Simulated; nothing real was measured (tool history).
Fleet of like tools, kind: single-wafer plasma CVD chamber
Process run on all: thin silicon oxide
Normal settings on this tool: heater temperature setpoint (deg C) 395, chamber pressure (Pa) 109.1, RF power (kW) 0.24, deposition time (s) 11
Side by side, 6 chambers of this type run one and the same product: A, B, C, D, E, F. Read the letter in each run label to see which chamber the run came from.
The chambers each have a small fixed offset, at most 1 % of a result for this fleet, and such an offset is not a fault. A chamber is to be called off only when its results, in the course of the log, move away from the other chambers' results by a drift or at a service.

run   hour  heater temperature setpoint (deg C)  chamber pressure (Pa)  RF power (kW)  deposition time (s)  hours since the last thermocouple change  hours since the last RF generator calibration  hours since the last manometer calibration  read-back reference wafer on the same gauge, thickness_nm  mean film thickness on the monitor wafer (Å)
       5.1  -- chamber E: RF generator calibrated
 1A      7                                  395                  109.1           0.24                   11                                     244.3                                          936.3                                         688                                                     15.796                                         186.8
 2B   12.4                                  395                  109.1           0.24                   11                                    1662.8                                         1338.3                                       252.6                                                     15.793                                        186.73
 3E     17                                  395                  109.1           0.24                   11                                     292.8                                           11.9                                       764.9                                                     15.794                                        188.13
 4F   24.2                                  395                  109.1           0.24                   11                                     536.9                                         1575.3                                         922                                                     15.794                                        187.02
 5D   28.3                                  395                  109.1           0.24                   11                                    1112.3                                          274.7                                       381.6                                                     15.797                                        189.73
 6C   34.8                                  395                  109.1           0.24                   11                                     762.6                                           87.7                                      1291.1                                                     15.794                                        186.89
 7D   38.6                                  388                  109.1           0.21                   11                                    1122.6                                            285                                       391.9                                                     15.795                                        178.21
 8E   41.7                                  388                  109.1           0.21                   11                                     317.5                                           36.6                                       789.6                                                     15.803                                        178.66
 9C   46.5                                  388                  109.1           0.21                   11                                     774.3                                           99.4                                      1302.8                                                     15.796                                        178.12
10B   51.7                                  388                  109.1           0.21                   11                                    1702.1                                         1377.6                                       291.9                                                     15.793                                        175.52
11F     57                                  388                  109.1           0.21                   11                                     569.7                                         1608.1                                       954.8                                                     15.794                                        177.98
12A   60.5                                  388                  109.1           0.21                   11                                     297.8                                          989.8                                       741.5                                                     15.789                                        175.31
13D   67.6                                  395                  109.1           0.24                   11                                    1151.6                                            314                                       420.9                                                     15.792                                        189.07
14E   73.5                                  395                  109.1           0.24                   11                                     349.3                                           68.4                                       821.4                                                     15.795                                        187.32
15C   80.3                                  395                  109.1           0.24                   11                                     808.1                                          133.2                                      1336.6                                                     15.796                                         187.4
16A   86.8                                  395                  109.1           0.24                   11                                     324.1                                         1016.1                                       767.8                                                     15.804                                        185.91
17B   93.2                                  395                  109.1           0.24                   11                                    1743.6                                         1419.1                                       333.4                                                     15.811                                         185.5
18F   97.9                                  395                  109.1           0.24                   11                                     610.6                                           1649                                       995.7                                                     15.781                                        188.61
19D  103.6                                  395                  109.1           0.24                   11                                    1187.6                                            350                                       456.9                                                     15.809                                        188.15
20E    109                                  395                  109.1           0.24                   11                                     384.8                                          103.9                                       856.9                                                     15.788                                        187.78
21A  114.5                                  395                  109.1           0.24                   11                                     351.8                                         1043.8                                       795.5                                                     15.788                                         186.7
22F  119.1                                  395                  109.1           0.24                   11                                     631.8                                         1670.2                                      1016.9                                                     15.801                                         188.3
23B  123.5                                  403                  109.1           0.24                   11                                    1773.9                                         1449.4                                       363.7                                                     15.801                                         184.7
24C  129.8                                  403                  109.1           0.24                   11                                     857.6                                          182.7                                      1386.1                                                     15.796                                        186.47
25C  135.1                                  403                  109.1           0.24                   11                                     862.9                                            188                                      1391.4                                                     15.818                                        187.47
26B  139.2                                  403                  109.1           0.24                   11                                    1789.6                                         1465.1                                       379.4                                                     15.789                                        184.95
27E  143.6                                  403                  109.1           0.24                   11                                     419.4                                          138.5                                       891.5                                                     15.799                                        185.74
28F  150.1                                  403                  109.1           0.24                   11                                     662.8                                         1701.2                                      1047.9                                                     15.805                                        186.55
29A  153.2                                  395                  109.1           0.24                   11                                     390.5                                         1082.5                                       834.2                                                     15.797                                        185.26
30D  158.5                                  395                  109.1           0.24                   11                                    1242.5                                          404.9                                       511.8                                                     15.814                                        184.48
31B  164.1                                  395                  109.1           0.24                   11                                    1814.5                                           1490                                       404.3                                                     15.791                                        186.14
32D  170.1                                  395                  109.1           0.24                   11                                    1254.1                                          416.5                                       523.4                                                      15.81                                        183.66
33A  173.8                                  395                  109.1           0.24                   11                                     411.1                                         1103.1                                       854.8                                                      15.79                                        185.72
34F  177.6                                  395                  109.1           0.24                   11                                     690.3                                         1728.7                                      1075.4                                                     15.796                                        188.66
35E    181                                  395                  109.1           0.24                   11                                     456.8                                          175.9                                       928.9                                                     15.797                                        188.23
36C  185.5                                  395                  109.1           0.24                   11                                     913.3                                          238.4                                      1441.8                                                     15.804                                        187.23
37D  190.3                                  395                  109.1           0.24                   11                                    1274.3                                          436.7                                       543.6                                                     15.789                                        181.24
     194.4  -- chamber B: RF generator calibrated
38C  195.5                                  395                  109.1           0.24                   11                                     923.3                                          248.4                                      1451.8                                                     15.802                                        187.73
39E  200.8                                  395                  109.1           0.24                   11                                     476.6                                          195.7                                       948.7                                                     15.799                                        187.11
40B  207.2                                  395                  109.1           0.24                   11                                    1857.6                                           12.9                                       447.4                                                       15.8                                        186.33
41F  212.1                                  395                  109.1           0.24                   11                                     724.8                                         1763.2                                      1109.9                                                     15.814                                        188.58
42A  216.8                                  395                  109.1           0.24                   11                                     454.1                                         1146.1                                       897.8                                                     15.798                                        186.59

Each of the 6 chambers runs these same settings next. Fill in every chamber's results:
43A   222                                  395                  109.1           0.24                 11.7                                                                                                                                                                                                                                             ?
43B   222                                  395                  109.1           0.24                 11.7                                                                                                                                                                                                                                             ?
43C   222                                  395                  109.1           0.24                 11.7                                                                                                                                                                                                                                             ?
43D   222                                  395                  109.1           0.24                 11.7                                                                                                                                                                                                                                             ?
43E   222                                  395                  109.1           0.24                 11.7                                                                                                                                                                                                                                             ?
43F   222                                  395                  109.1           0.24                 11.7                                                                                                                                                                                                                                             ?

run  mean film thickness on the monitor wafer (Å)
43A                                        198.76
43B                                        199.63
43C                                        199.06
43D                                        191.51
43E                                        198.63
43F                                         200.3

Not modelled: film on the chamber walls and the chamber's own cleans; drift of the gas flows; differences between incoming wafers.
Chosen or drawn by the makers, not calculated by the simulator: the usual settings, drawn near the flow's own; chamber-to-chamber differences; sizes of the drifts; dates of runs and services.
